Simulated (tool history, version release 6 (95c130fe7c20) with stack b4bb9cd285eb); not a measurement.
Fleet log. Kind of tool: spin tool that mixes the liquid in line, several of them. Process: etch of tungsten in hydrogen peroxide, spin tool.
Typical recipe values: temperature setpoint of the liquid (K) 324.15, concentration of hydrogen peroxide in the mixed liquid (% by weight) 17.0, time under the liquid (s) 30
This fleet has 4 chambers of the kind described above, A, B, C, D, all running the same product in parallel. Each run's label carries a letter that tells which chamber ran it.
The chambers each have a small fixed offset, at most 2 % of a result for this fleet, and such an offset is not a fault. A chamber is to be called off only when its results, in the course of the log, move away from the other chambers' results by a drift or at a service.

| run | day | temperature setpoint of the liquid (K) | concentration of hydrogen peroxide in the mixed liquid (% by weight) | time under the liquid (s) | hours since the thermometer was replaced | hours since the peroxide flow meter was replaced | hours since the heated supply line was repaired | hours since the drum of peroxide was connected | read-back film thickness of the tungsten reference wafer, read on the same gauge (nm) | thickness taken off the tungsten on a monitor wafer (angstrom) |
|---|---|---|---|---|---|---|---|---|---|---|
| 1C | 0.433 | 324.15 | 17.0 | 30 | 1156.1 | 640.2 | 1071.0 | 591.8 | 79.977 | 799.25 |
|  | 0.612 | chamber D: new drum of peroxide connected |
| 2B | 0.692 | 324.15 | 17.0 | 30 | 1527.4 | 1848.5 | 550.4 | 85.7 | 80.007 | 817.38 |
| 3A | 1.133 | 324.15 | 17.0 | 30 | 605.3 | 443.6 | 2274.9 | 395.5 | 80.017 | 823.93 |
| 4D | 1.629 | 324.15 | 17.0 | 30 | 119.3 | 45.7 | 1697.0 | 24.4 | 80.020 | 809.27 |
| 5B | 1.879 | 324.15 | 17.0 | 30 | 1555.9 | 1877.0 | 578.9 | 114.2 | 80.011 | 823.24 |
| 6D | 2.325 | 324.15 | 12.5 | 45 | 136.0 | 62.4 | 1713.7 | 41.1 | 80.020 | 1049.10 |
| 7C | 2.712 | 324.15 | 12.5 | 45 | 1210.8 | 694.9 | 1125.7 | 646.5 | 80.036 | 1042.60 |
| 8A | 2.996 | 324.15 | 12.5 | 45 | 650.0 | 488.3 | 2319.6 | 440.2 | 79.954 | 1060.90 |
| 9D | 3.367 | 324.15 | 12.5 | 45 | 161.0 | 87.4 | 1738.7 | 66.1 | 80.033 | 1062.70 |
| 10B | 3.617 | 324.15 | 13.5 | 40 | 1597.6 | 1918.7 | 620.6 | 155.9 | 79.992 | 961.52 |
| 11A | 3.942 | 324.15 | 13.5 | 40 | 672.7 | 511.0 | 2342.3 | 462.9 | 80.001 | 975.74 |
| 12C | 4.312 | 324.15 | 13.5 | 40 | 1249.2 | 733.3 | 1164.1 | 684.9 | 79.987 | 960.42 |
| 13D | 4.596 | 324.15 | 13.5 | 40 | 190.5 | 116.9 | 1768.2 | 95.6 | 80.021 | 977.60 |
| 14C | 4.812 | 327.15 | 17.0 | 30 | 1261.2 | 745.3 | 1176.1 | 696.9 | 80.032 | 969.80 |
| 15A | 5.112 | 327.15 | 17.0 | 30 | 700.8 | 539.1 | 2370.4 | 491.0 | 79.967 | 992.43 |
| 16B | 5.417 | 327.15 | 17.0 | 30 | 1640.8 | 1961.9 | 663.8 | 199.1 | 80.020 | 959.94 |
| 17A | 5.750 | 327.15 | 17.0 | 30 | 716.1 | 554.4 | 2385.7 | 506.3 | 79.990 | 989.82 |
| 18C | 5.996 | 324.15 | 17.0 | 30 | 1289.6 | 773.7 | 1204.5 | 725.3 | 80.043 | 821.64 |
| 19D | 6.429 | 324.15 | 17.0 | 30 | 234.5 | 160.9 | 1812.2 | 139.6 | 79.958 | 818.36 |
| 20B | 6.846 | 324.15 | 17.0 | 30 | 1675.1 | 1996.2 | 698.1 | 233.4 | 80.007 | 781.94 |
| 21A | 7.242 | 324.15 | 17.0 | 30 | 751.9 | 590.2 | 2421.5 | 542.1 | 79.992 | 818.69 |
| 22C | 7.612 | 324.15 | 17.0 | 30 | 1328.4 | 812.5 | 1243.3 | 764.1 | 79.968 | 810.85 |
| 23B | 7.846 | 324.15 | 19.0 | 45 | 1699.1 | 2020.2 | 722.1 | 257.4 | 80.039 | 1225.90 |
| 24D | 8.146 | 324.15 | 19.0 | 45 | 275.7 | 202.1 | 1853.4 | 180.8 | 80.029 | 1303.80 |

Read the log: is a single chamber off, either drifting away or since a service, is the gauge that measures every chamber drifting, or is nothing wrong beyond small per-chamber offsets? Name any odd chamber and what most likely caused it.

One chamber, B, drifts off from the rest bit by bit.
Most likely cause: temperature lost on the way to the wafer (K) = 0.998.
From this log alone, it may not be told apart from: liquid colder than its thermometer reads (K); peroxide flow below the setpoint (%).

Below are 4 candidate recipes for chamber B's next run, each the usual settings with a change, their results shown as question marks. Which of them brings B's results back in line with what the other chambers give on the usual settings?
In line here means within this much of the mean the other chambers give on the usual settings: thickness taken off the tungsten on a monitor wafer (angstrom) 17.00
| 25B-1 | 8.500 | 323.15 | 17.0 | 30 |  |  |  |  |  | ? |
| 25B-2 | 8.500 | 324.15 | 16.5 | 30 |  |  |  |  |  | ? |
| 25B-3 | 8.500 | 325.15 | 17.0 | 30 |  |  |  |  |  | ? |
| 25B-4 | 8.500 | 324.15 | 17.5 | 30 |  |  |  |  |  | ? |

The other chambers' mean on the usual settings: thickness taken off the tungsten on a monitor wafer (angstrom) 817.16
| run | thickness taken off the tungsten on a monitor wafer (angstrom) |
|---|---|
| 25B-1 | 721.87 |
| 25B-2 | 756.57 |
| 25B-3 | 817.22 |
| 25B-4 | 779.20 |
The right change is 25B-3: it brings the chamber back within the allowed miss of the others.
